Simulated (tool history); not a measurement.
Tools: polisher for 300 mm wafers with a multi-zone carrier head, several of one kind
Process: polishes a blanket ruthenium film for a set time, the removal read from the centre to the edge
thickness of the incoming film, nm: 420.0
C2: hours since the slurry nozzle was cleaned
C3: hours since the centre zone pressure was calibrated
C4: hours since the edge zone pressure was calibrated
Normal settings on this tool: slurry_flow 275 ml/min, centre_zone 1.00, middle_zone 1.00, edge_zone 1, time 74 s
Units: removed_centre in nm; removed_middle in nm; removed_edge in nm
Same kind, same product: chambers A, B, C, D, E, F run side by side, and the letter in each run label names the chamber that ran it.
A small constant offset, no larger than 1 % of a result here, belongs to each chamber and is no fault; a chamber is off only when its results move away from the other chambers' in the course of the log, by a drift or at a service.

{"run": "1E", "day": 0.254, "slurry_flow": 275, "centre_zone": 1.0, "middle_zone": 1.0, "edge_zone": 1, "time": 74, "wafers polished on this pad": 336, "C2": 87.1, "C3": 192.8, "C4": 460.7, "removed_centre": 110.81, "removed_middle": 108.26, "removed_edge": 109.76}
{"day": 0.375, "done": "chamber D: worn pad replaced by a new one"}
{"run": "2B", "day": 0.521, "slurry_flow": 275, "centre_zone": 1.0, "middle_zone": 1.0, "edge_zone": 1, "time": 74, "wafers polished on this pad": 468, "C2": 648.0, "C3": 882.9, "C4": 669.8, "removed_centre": 111.93, "removed_middle": 107.56, "removed_edge": 112.3}
{"run": "3A", "day": 0.692, "slurry_flow": 275, "centre_zone": 1.0, "middle_zone": 1.0, "edge_zone": 1, "time": 74, "wafers polished on this pad": 684, "C2": 480.2, "C3": 135.3, "C4": 678.9, "removed_centre": 110.77, "removed_middle": 109.71, "removed_edge": 110.63}
{"run": "4F", "day": 0.829, "slurry_flow": 275, "centre_zone": 1.0, "middle_zone": 1.0, "edge_zone": 1, "time": 74, "wafers polished on this pad": 229, "C2": 309.6, "C3": 60.6, "C4": 345.6, "removed_centre": 111.25, "removed_middle": 107.92, "removed_edge": 111.21}
{"day": 0.992, "done": "chamber B: centre zone pressure recalibrated"}
{"day": 1.004, "done": "chamber B: worn pad replaced by a new one"}
{"run": "5C", "day": 1.012, "slurry_flow": 275, "centre_zone": 1.0, "middle_zone": 1.0, "edge_zone": 1, "time": 74, "wafers polished on this pad": 286, "C2": 429.8, "C3": 523.0, "C4": 726.0, "removed_centre": 109.31, "removed_middle": 112.22, "removed_edge": 111.97}
{"run": "6D", "day": 1.146, "slurry_flow": 275, "centre_zone": 1.0, "middle_zone": 1.0, "edge_zone": 1, "time": 74, "wafers polished on this pad": 176, "C2": 126.7, "C3": 523.5, "C4": 772.0, "removed_centre": 109.08, "removed_middle": 110.57, "removed_edge": 111.57}
{"run": "7B", "day": 1.329, "slurry_flow": 275, "centre_zone": 1.0, "middle_zone": 1.0, "edge_zone": 1, "time": 74, "wafers polished on this pad": 74, "C2": 667.4, "C3": 8.2, "C4": 689.2, "removed_centre": 111.2, "removed_middle": 108.21, "removed_edge": 111.06}
{"run": "8F", "day": 1.55, "slurry_flow": 275, "centre_zone": 1.0, "middle_zone": 1.0, "edge_zone": 1, "time": 74, "wafers polished on this pad": 394, "C2": 326.9, "C3": 77.9, "C4": 362.9, "removed_centre": 111.05, "removed_middle": 111.51, "removed_edge": 111.98}
{"run": "9E", "day": 1.712, "slurry_flow": 275, "centre_zone": 1.0, "middle_zone": 1.0, "edge_zone": 1, "time": 74, "wafers polished on this pad": 670, "C2": 122.1, "C3": 227.8, "C4": 495.7, "removed_centre": 109.84, "removed_middle": 108.47, "removed_edge": 109.61}
{"run": "10C", "day": 2.012, "slurry_flow": 275, "centre_zone": 1.0, "middle_zone": 1.0, "edge_zone": 1, "time": 74, "wafers polished on this pad": 515, "C2": 453.8, "C3": 547.0, "C4": 750.0, "removed_centre": 111.38, "removed_middle": 110.03, "removed_edge": 110.78}
{"run": "11D", "day": 2.2, "slurry_flow": 275, "centre_zone": 1.0, "middle_zone": 1.0, "edge_zone": 1, "time": 74, "wafers polished on this pad": 417, "C2": 152.0, "C3": 548.8, "C4": 797.3, "removed_centre": 108.77, "removed_middle": 109.78, "removed_edge": 109.17}
{"run": "12A", "day": 2.333, "slurry_flow": 275, "centre_zone": 1.0, "middle_zone": 1.0, "edge_zone": 1, "time": 74, "wafers polished on this pad": 1059, "C2": 519.6, "C3": 174.7, "C4": 718.3, "removed_centre": 112.72, "removed_middle": 113.29, "removed_edge": 112.03}
{"day": 2.442, "done": "chamber E: worn pad replaced by a new one"}
{"run": "13B", "day": 2.575, "slurry_flow": 275, "centre_zone": 1.0, "middle_zone": 1.0, "edge_zone": 1, "time": 74, "wafers polished on this pad": 359, "C2": 697.3, "C3": 38.1, "C4": 719.1, "removed_centre": 110.24, "removed_middle": 109.05, "removed_edge": 108.94}
{"run": "14E", "day": 2.738, "slurry_flow": 275, "centre_zone": 1.0, "middle_zone": 1.0, "edge_zone": 1, "time": 74, "wafers polished on this pad": 68, "C2": 146.7, "C3": 252.4, "C4": 520.3, "removed_centre": 109.29, "removed_middle": 111.77, "removed_edge": 109.72}
{"run": "15D", "day": 2.938, "slurry_flow": 275, "centre_zone": 1.0, "middle_zone": 1.0, "edge_zone": 1, "time": 74, "wafers polished on this pad": 586, "C2": 169.7, "C3": 566.5, "C4": 815.0, "removed_centre": 108.3, "removed_middle": 110.67, "removed_edge": 109.28}
{"day": 3.175, "done": "chamber D: worn pad replaced by a new one"}
{"run": "16C", "day": 3.225, "slurry_flow": 275, "centre_zone": 1.0, "middle_zone": 1.0, "edge_zone": 1, "time": 74, "wafers polished on this pad": 792, "C2": 482.9, "C3": 576.1, "C4": 779.1, "removed_centre": 110.22, "removed_middle": 115.28, "removed_edge": 111.28}
{"run": "17A", "day": 3.488, "slurry_flow": 275, "centre_zone": 1.0, "middle_zone": 1.0, "edge_zone": 1, "time": 74, "wafers polished on this pad": 1323, "C2": 547.3, "C3": 202.4, "C4": 746.0, "removed_centre": 111.57, "removed_middle": 110.99, "removed_edge": 110.08}
{"day": 3.517, "done": "chamber A: worn pad replaced by a new one"}
{"day": 3.612, "done": "chamber B: slurry nozzle cleaned"}
{"run": "18F", "day": 3.704, "slurry_flow": 275, "centre_zone": 1.0, "middle_zone": 1.0, "edge_zone": 1, "time": 74, "wafers polished on this pad": 886, "C2": 378.6, "C3": 129.6, "C4": 414.6, "removed_centre": 113.74, "removed_middle": 108.93, "removed_edge": 112.04}
{"run": "19A", "day": 3.871, "slurry_flow": 275, "centre_zone": 1.0, "middle_zone": 1.0, "edge_zone": 1, "time": 74, "wafers polished on this pad": 81, "C2": 556.5, "C3": 211.6, "C4": 755.2, "removed_centre": 112.08, "removed_middle": 113.41, "removed_edge": 111.27}
{"run": "20B", "day": 4.104, "slurry_flow": 275, "centre_zone": 0.93, "middle_zone": 1.0, "edge_zone": 1, "time": 74, "wafers polished on this pad": 709, "C2": 11.9, "C3": 74.8, "C4": 755.8, "removed_centre": 102.14, "removed_middle": 111.54, "removed_edge": 111.47}
{"day": 4.138, "done": "chamber B: worn pad replaced by a new one"}
{"run": "21C", "day": 4.354, "slurry_flow": 275, "centre_zone": 0.93, "middle_zone": 1.0, "edge_zone": 1, "time": 74, "wafers polished on this pad": 1050, "C2": 510.0, "C3": 603.2, "C4": 806.2, "removed_centre": 101.83, "removed_middle": 111.99, "removed_edge": 111.81}
{"run": "22D", "day": 4.604, "slurry_flow": 275, "centre_zone": 0.93, "middle_zone": 1.0, "edge_zone": 1, "time": 74, "wafers polished on this pad": 327, "C2": 209.7, "C3": 606.5, "C4": 855.0, "removed_centre": 98.342, "removed_middle": 108.73, "removed_edge": 109.42}
{"run": "23E", "day": 4.875, "slurry_flow": 275, "centre_zone": 0.93, "middle_zone": 1.0, "edge_zone": 1, "time": 74, "wafers polished on this pad": 557, "C2": 198.0, "C3": 303.7, "C4": 571.6, "removed_centre": 100.87, "removed_middle": 108.99, "removed_edge": 109.83}
{"run": "24F", "day": 5.179, "slurry_flow": 275, "centre_zone": 0.93, "middle_zone": 1.0, "edge_zone": 1, "time": 74, "wafers polished on this pad": 1224, "C2": 414.0, "C3": 165.0, "C4": 450.0, "removed_centre": 102.96, "removed_middle": 110.12, "removed_edge": 112.43}
{"run": "25D", "day": 5.325, "slurry_flow": 275, "centre_zone": 0.93, "middle_zone": 1.0, "edge_zone": 1, "time": 74, "wafers polished on this pad": 491, "C2": 227.0, "C3": 623.8, "C4": 872.3, "removed_centre": 98.372, "removed_middle": 106.61, "removed_edge": 106.43}
{"run": "26C", "day": 5.6, "slurry_flow": 275, "centre_zone": 1.0, "middle_zone": 1.0, "edge_zone": 1, "time": 74, "wafers polished on this pad": 1335, "C2": 539.9, "C3": 633.1, "C4": 836.1, "removed_centre": 111.42, "removed_middle": 115.04, "removed_edge": 112.58}
{"day": 5.675, "done": "chamber F: worn pad replaced by a new one"}
{"run": "27E", "day": 5.817, "slurry_flow": 275, "centre_zone": 1.0, "middle_zone": 1.0, "edge_zone": 1, "time": 74, "wafers polished on this pad": 772, "C2": 220.6, "C3": 326.3, "C4": 594.2, "removed_centre": 110.15, "removed_middle": 109.72, "removed_edge": 111.16}
{"day": 5.992, "done": "chamber C: worn pad replaced by a new one"}
{"day": 6.038, "done": "chamber D: edge zone pressure recalibrated"}
{"run": "28A", "day": 6.038, "slurry_flow": 275, "centre_zone": 1.0, "middle_zone": 1.0, "edge_zone": 1, "time": 74, "wafers polished on this pad": 577, "C2": 608.5, "C3": 263.6, "C4": 807.2, "removed_centre": 111.28, "removed_middle": 109.25, "removed_edge": 112.32}
{"day": 6.175, "done": "chamber E: worn pad replaced by a new one"}
{"day": 6.258, "done": "chamber D: worn pad replaced by a new one"}
{"run": "29B", "day": 6.292, "slurry_flow": 275, "centre_zone": 1.0, "middle_zone": 1.0, "edge_zone": 1, "time": 74, "wafers polished on this pad": 493, "C2": 64.4, "C3": 127.3, "C4": 808.3, "removed_centre": 110.4, "removed_middle": 111.59, "removed_edge": 110.91}
{"run": "30F", "day": 6.433, "slurry_flow": 275, "centre_zone": 1.0, "middle_zone": 1.07, "edge_zone": 1, "time": 74, "wafers polished on this pad": 174, "C2": 444.1, "C3": 195.1, "C4": 480.1, "removed_centre": 112.08, "removed_middle": 116.47, "removed_edge": 111.97}
{"day": 6.579, "done": "chamber B: worn pad replaced by a new one"}
{"run": "31A", "day": 6.662, "slurry_flow": 275, "centre_zone": 1.0, "middle_zone": 1.07, "edge_zone": 1, "time": 74, "wafers polished on this pad": 720, "C2": 623.5, "C3": 278.6, "C4": 822.2, "removed_centre": 110.13, "removed_middle": 114.3, "removed_edge": 112.78}
{"run": "32C", "day": 6.946, "slurry_flow": 275, "centre_zone": 1.0, "middle_zone": 1.07, "edge_zone": 1, "time": 74, "wafers polished on this pad": 218, "C2": 572.2, "C3": 665.4, "C4": 868.4, "removed_centre": 110.09, "removed_middle": 121.81, "removed_edge": 111.51}
{"run": "33D", "day": 7.104, "slurry_flow": 275, "centre_zone": 1.0, "middle_zone": 1.07, "edge_zone": 1, "time": 74, "wafers polished on this pad": 194, "C2": 269.7, "C3": 666.5, "C4": 25.6, "removed_centre": 104.7, "removed_middle": 113.94, "removed_edge": 107.05}
{"run": "34E", "day": 7.288, "slurry_flow": 275, "centre_zone": 1.0, "middle_zone": 1.07, "edge_zone": 1, "time": 74, "wafers polished on this pad": 254, "C2": 255.9, "C3": 361.6, "C4": 629.5, "removed_centre": 110.57, "removed_middle": 117.24, "removed_edge": 111.4}
{"run": "35B", "day": 7.488, "slurry_flow": 275, "centre_zone": 1.0, "middle_zone": 1.07, "edge_zone": 1, "time": 74, "wafers polished on this pad": 208, "C2": 93.1, "C3": 156.0, "C4": 837.0, "removed_centre": 111.23, "removed_middle": 114.17, "removed_edge": 111.17}
{"run": "36F", "day": 7.65, "slurry_flow": 275, "centre_zone": 1.0, "middle_zone": 1.0, "edge_zone": 1, "time": 74, "wafers polished on this pad": 452, "C2": 473.3, "C3": 224.3, "C4": 509.3, "removed_centre": 110.35, "removed_middle": 110.78, "removed_edge": 111.52}
{"run": "37D", "day": 7.821, "slurry_flow": 275, "centre_zone": 1.0, "middle_zone": 1.0, "edge_zone": 1, "time": 74, "wafers polished on this pad": 358, "C2": 286.9, "C3": 683.7, "C4": 42.8, "removed_centre": 103.12, "removed_middle": 106.0, "removed_edge": 105.23}
{"run": "38E", "day": 8.017, "slurry_flow": 275, "centre_zone": 1.0, "middle_zone": 1.0, "edge_zone": 1, "time": 74, "wafers polished on this pad": 421, "C2": 273.4, "C3": 379.1, "C4": 647.0, "removed_centre": 109.61, "removed_middle": 109.64, "removed_edge": 110.85}
{"run": "39C", "day": 8.183, "slurry_flow": 275, "centre_zone": 1.0, "middle_zone": 1.0, "edge_zone": 1, "time": 74, "wafers polished on this pad": 501, "C2": 601.9, "C3": 695.1, "C4": 898.1, "removed_centre": 110.14, "removed_middle": 112.76, "removed_edge": 111.8}
{"run": "40F", "day": 8.367, "slurry_flow": 275, "centre_zone": 1.0, "middle_zone": 1.0, "edge_zone": 1, "time": 74, "wafers polished on this pad": 616, "C2": 490.5, "C3": 241.5, "C4": 526.5, "removed_centre": 112.1, "removed_middle": 109.57, "removed_edge": 111.46}
{"run": "41A", "day": 8.5, "slurry_flow": 275, "centre_zone": 1.0, "middle_zone": 1.0, "edge_zone": 1, "time": 74, "wafers polished on this pad": 1140, "C2": 667.6, "C3": 322.7, "C4": 866.3, "removed_centre": 112.3, "removed_middle": 109.64, "removed_edge": 111.64}
{"day": 8.621, "done": "chamber E: slurry nozzle cleaned"}
{"run": "42B", "day": 8.675, "slurry_flow": 275, "centre_zone": 1.0, "middle_zone": 1.0, "edge_zone": 1, "time": 74, "wafers polished on this pad": 479, "C2": 121.6, "C3": 184.5, "C4": 865.5, "removed_centre": 112.1, "removed_middle": 111.34, "removed_edge": 110.91}
{"run": "43E", "day": 8.946, "slurry_flow": 180, "centre_zone": 1.0, "middle_zone": 0.89, "edge_zone": 1, "time": 74, "wafers polished on this pad": 634, "C2": 7.9, "C3": 401.4, "C4": 669.3, "removed_centre": 102.76, "removed_middle": 95.657, "removed_edge": 106.18}

Is one chamber out of step, is the gauge drifting, or do the chambers differ by no more than their own small offsets? For an off chamber, give its letter and the likeliest cause.

Chamber D drifts away from the others.
What lies behind it: slurry flow missing at the pad, % = 39.5.

Here are 4 candidates for chamber D's next run, each the usual settings with a change, their results left as question marks. Which one brings its results back in line with what the others give on the usual settings?
Counts as in line when no further than this from what the other chambers average on the usual settings: removed_centre 3.400 nm; removed_middle 5.300 nm; removed_edge 2.700 nm
{"run": "44D-1", "day": 9.162, "slurry_flow": 280, "centre_zone": 1.02, "middle_zone": 1.0, "edge_zone": 0.99, "time": 79, "removed_centre": "?", "removed_middle": "?", "removed_edge": "?"}
{"run": "44D-2", "day": 9.162, "slurry_flow": 265, "centre_zone": 0.96, "middle_zone": 0.99, "edge_zone": 1.02, "time": 66, "removed_centre": "?", "removed_middle": "?", "removed_edge": "?"}
{"run": "44D-3", "day": 9.162, "slurry_flow": 285, "centre_zone": 1.04, "middle_zone": 1.01, "edge_zone": 0.98, "time": 82, "removed_centre": "?", "removed_middle": "?", "removed_edge": "?"}
{"run": "44D-4", "day": 9.162, "slurry_flow": 270, "centre_zone": 0.98, "middle_zone": 1.0, "edge_zone": 1.01, "time": 69, "removed_centre": "?", "removed_middle": "?", "removed_edge": "?"}

Usual-settings mean across the other chambers: removed_centre 110.780 nm; removed_middle 110.830 nm; removed_edge 111.110 nm
run=44D-1 removed_centre=110.700 removed_middle=110.250 removed_edge=111.300
run=44D-2 removed_centre=85.578 removed_middle=90.381 removed_edge=93.810
run=44D-3 removed_centre=117.780 removed_middle=115.840 removed_edge=115.150
run=44D-4 removed_centre=91.876 removed_middle=95.692 removed_edge=97.788
The answer is 44D-1, which returns the chamber to within the allowed miss of the others.
